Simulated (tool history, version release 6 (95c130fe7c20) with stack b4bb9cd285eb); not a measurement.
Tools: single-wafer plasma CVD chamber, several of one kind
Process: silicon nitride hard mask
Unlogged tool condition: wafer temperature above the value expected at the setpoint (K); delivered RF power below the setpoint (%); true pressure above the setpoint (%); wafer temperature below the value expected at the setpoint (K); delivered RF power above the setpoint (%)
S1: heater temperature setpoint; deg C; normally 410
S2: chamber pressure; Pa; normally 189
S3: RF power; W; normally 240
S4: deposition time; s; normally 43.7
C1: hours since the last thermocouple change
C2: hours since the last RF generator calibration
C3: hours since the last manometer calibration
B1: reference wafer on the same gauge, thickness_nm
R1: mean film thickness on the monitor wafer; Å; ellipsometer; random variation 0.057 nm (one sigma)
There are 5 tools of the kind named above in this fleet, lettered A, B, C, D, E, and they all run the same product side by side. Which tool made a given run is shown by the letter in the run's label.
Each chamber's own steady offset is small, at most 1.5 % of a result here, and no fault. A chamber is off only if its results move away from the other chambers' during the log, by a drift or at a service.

run,hour,S1,S2,S3,S4,C1,C2,C3,B1,R1
1C,2.3,410,189,240,43.7,368.1,638.8,1478.4,33.597,420.36
2A,6.7,410,189,240,43.7,534.7,624.3,572.7,33.607,418.7
3E,11.2,410,189,240,43.7,13.5,479.5,778.5,33.612,419.55
4B,14.1,410,189,240,43.7,1291.8,1466.4,229.3,33.614,412.03
5D,17.4,410,189,240,43.7,218.3,1827.5,1839.4,33.618,416.45
6E,20.3,410,189,240,43.7,22.6,488.6,787.6,33.619,420.39
7A,23.3,410,168,240,47.9,551.3,640.9,589.3,33.632,443.3
8B,27,410,168,240,47.9,1304.7,1479.3,242.2,33.633,435.36
9C,31.6,410,168,240,47.9,397.4,668.1,1507.7,33.629,445.17
10D,34.9,410,168,240,47.9,235.8,1845,1856.9,33.634,439.71
11A,39.2,410,168,240,47.9,567.2,656.8,605.2,33.647,442.48
12D,43.3,410,189,240,43.7,244.2,1853.4,1865.3,33.644,416.38
13E,46.4,410,189,240,43.7,48.7,514.7,813.7,33.651,419.86
14C,48.9,410,189,240,43.7,414.7,685.4,1525,33.658,420.96
15B,51.6,410,189,240,43.7,1329.3,1503.9,266.8,33.668,412.61
16D,55.1,410,189,240,43.7,256,1865.2,1877.1,33.659,417.07
17E,59.6,410,189,240,43.7,61.9,527.9,826.9,33.67,421.31
18C,63,410,189,240,43.7,428.8,699.5,1539.1,33.668,421.6
19A,67.1,410,189,240,43.7,595.1,684.7,633.1,33.672,419.66
20B,71.1,410,171,240,43.7,1348.8,1523.4,286.3,33.674,399.59
21B,76.1,410,171,240,43.7,1353.8,1528.4,291.3,33.696,400.28
22E,81.2,410,171,240,43.7,83.5,549.5,848.5,33.696,407.97
23A,84.2,410,171,240,43.7,612.2,701.8,650.2,33.679,406.22
24C,88.4,410,171,240,43.7,454.2,724.9,1564.5,33.706,409.15
25D,90.9,410,189,240,43.7,291.8,1901,1912.9,33.702,416.59
26E,93.5,410,189,240,43.7,95.8,561.8,860.8,33.71,421.12
27C,96.4,410,189,240,43.7,462.2,732.9,1572.5,33.718,421.64
28A,99,410,189,240,43.7,627,716.6,665,33.713,420.75
29D,101.4,410,189,240,43.7,302.3,1911.5,1923.4,33.727,417.18
# hour 101.9: chamber B: RF generator calibrated
30B,105.6,410,189,240,43.7,1383.3,3.8,320.8,33.724,412.97
31D,110.5,410,189,240,43.7,311.4,1920.6,1932.5,33.724,417.76
32A,113.3,410,151,210,43.7,641.3,730.9,679.3,33.734,354.43
33B,117.6,410,151,210,43.7,1395.3,15.8,332.8,33.743,349.87
34E,122.4,410,151,210,43.7,124.7,590.7,889.7,33.75,357.57
35C,127.3,410,151,210,43.7,493.1,763.8,1603.4,33.75,357.1
36D,131.9,410,151,210,43.7,332.8,1942,1953.9,33.752,353.62
37A,136.2,410,189,240,43.7,664.2,753.8,702.2,33.763,420.66
38B,140.7,410,189,240,39.6,1418.4,38.9,355.9,33.756,375.94
39C,145.5,410,189,240,39.6,511.3,782,1621.6,33.764,383.96
40E,149.2,410,189,240,39.6,151.5,617.5,916.5,33.778,382.65
# hour 150.8: chamber D: capacitance manometer re-zeroed and calibrated
41C,152.8,410,189,240,39.6,518.6,789.3,1628.9,33.775,383.57
42D,157.3,410,189,240,39.6,358.2,1967.4,6.6,33.774,378.45

Predict what each chamber gives when all 5 of them run the settings below next.
43A,161,410,189,240,43.7,,,,,?
43B,161,410,189,240,43.7,,,,,?
43C,161,410,189,240,43.7,,,,,?
43D,161,410,189,240,43.7,,,,,?
43E,161,410,189,240,43.7,,,,,?

run,R1
43A,420.53
43B,415.3
43C,424.03
43D,419.21
43E,421.75
